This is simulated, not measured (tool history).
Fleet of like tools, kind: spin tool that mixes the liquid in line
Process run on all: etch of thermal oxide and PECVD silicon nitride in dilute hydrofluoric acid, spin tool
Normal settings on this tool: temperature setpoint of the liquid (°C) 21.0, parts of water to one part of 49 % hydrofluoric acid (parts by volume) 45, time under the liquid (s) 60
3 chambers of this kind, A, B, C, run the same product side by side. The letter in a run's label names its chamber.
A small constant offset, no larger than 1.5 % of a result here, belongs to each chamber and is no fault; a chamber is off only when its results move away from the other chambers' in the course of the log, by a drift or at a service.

run	hour	temperature setpoint of the liquid (°C)	parts of water to one part of 49 % hydrofluoric acid (parts by volume)	time under the liquid (s)	hours since the thermometer was replaced	hours since the hydrofluoric acid flow meter was replaced	read-back film thickness of the thermal oxide reference wafer, read on the same gauge (nm)	read-back film thickness of the PECVD silicon nitride reference wafer, read on the same gauge (nm)	thickness taken off the thermal oxide on a monitor wafer (angstrom)	thickness taken off the PECVD silicon nitride on a monitor wafer (angstrom)
1B	5.0	21.0	45	60	76.6	1196.3	79.963	140.03	61.514	27.119
2C	10.5	21.0	45	60	621.0	839.3	79.997	140.02	61.829	27.723
3A	15.3	21.0	45	60	1063.4	116.1	80.023	140.01	61.617	27.245
4C	23.0	21.0	45	60	633.5	851.8	79.984	139.99	60.851	26.998
5A	27.6	21.0	45	60	1075.7	128.4	80.005	140.01	60.162	26.861
6B	33.9	21.0	45	60	105.5	1225.2	79.971	140.02	60.412	26.694
# hour 40.7: chamber A: thermometer replaced
7B	42.4	21.0	45	60	114.0	1233.7	79.998	139.98	60.530	26.409
8C	49.8	21.0	45	60	660.3	878.6	80.018	140.02	61.311	27.801
9A	55.0	21.0	45	60	14.4	155.8	79.981	140.01	61.134	26.927
10A	60.8	21.0	45	60	20.2	161.6	79.987	139.95	60.488	26.293
11B	68.5	21.0	45	60	140.1	1259.8	79.967	139.99	61.168	27.345
12C	74.7	21.0	45	60	685.2	903.5	80.019	140.04	61.656	26.935
13B	79.8	21.0	45	60	151.4	1271.1	80.048	140.00	60.887	27.094
14A	85.6	21.0	45	60	45.0	186.4	80.009	139.98	61.473	26.931
15C	92.0	21.0	45	60	702.5	920.8	80.014	140.04	60.870	27.269
16A	96.2	21.0	45	60	55.6	197.0	80.000	140.01	61.123	27.231
17B	100.2	21.0	45	60	171.8	1291.5	80.019	140.01	61.106	26.177
18C	105.9	21.0	45	30	716.4	934.7	80.012	140.00	30.954	13.213
19A	110.9	21.0	45	30	70.3	211.7	80.013	139.97	30.982	13.454
20C	119.4	21.0	45	30	729.9	948.2	80.032	140.01	30.187	13.832
21B	126.2	21.0	55	60	197.8	1317.5	79.986	140.00	49.632	22.046
22A	131.2	21.0	55	60	90.6	232.0	80.004	139.99	49.003	21.556
23C	138.8	21.0	55	60	749.3	967.6	80.055	140.00	49.293	22.016
24B	143.5	21.0	45	50	215.1	1334.8	79.984	140.01	50.652	22.440
25C	151.4	21.0	45	50	761.9	980.2	80.031	139.97	51.348	22.352
26A	158.4	21.0	45	50	117.8	259.2	79.966	140.00	50.515	22.397
27B	163.5	21.0	45	60	235.1	1354.8	79.999	140.00	61.115	26.492
28B	169.3	21.0	45	60	240.9	1360.6	80.030	139.98	60.484	26.600
29C	173.2	21.0	45	60	783.7	1002.0	80.000	140.01	62.556	26.986
30A	181.6	21.0	45	60	141.0	282.4	79.989	140.04	61.961	26.884
31A	186.1	21.0	45	60	145.5	286.9	79.980	140.01	61.126	26.825
32B	194.2	24.0	45	75	265.8	1385.5	79.959	140.03	87.358	41.612
33C	199.5	24.0	45	75	810.0	1028.3	79.999	139.98	87.500	40.473
34A	207.8	24.0	45	75	167.2	308.6	80.011	139.98	86.081	41.744
35C	212.0	25.5	45	60	822.5	1040.8	80.005	139.98	74.073	36.475
36B	218.2	25.5	45	60	289.8	1409.5	79.975	140.02	74.482	36.753
37B	222.2	25.5	45	60	293.8	1413.5	80.049	140.02	74.537	36.675
38C	226.4	21.0	45	60	836.9	1055.2	80.010	140.02	61.778	27.361

Which is it: a chamber that has drifted or been left off by a service, a gauge drift common to all chambers, or only each chamber's usual small offset? If a chamber is off, name it and its likeliest cause.

No chamber is off and the gauge is stable; the differences are just each chamber's small, constant offset.
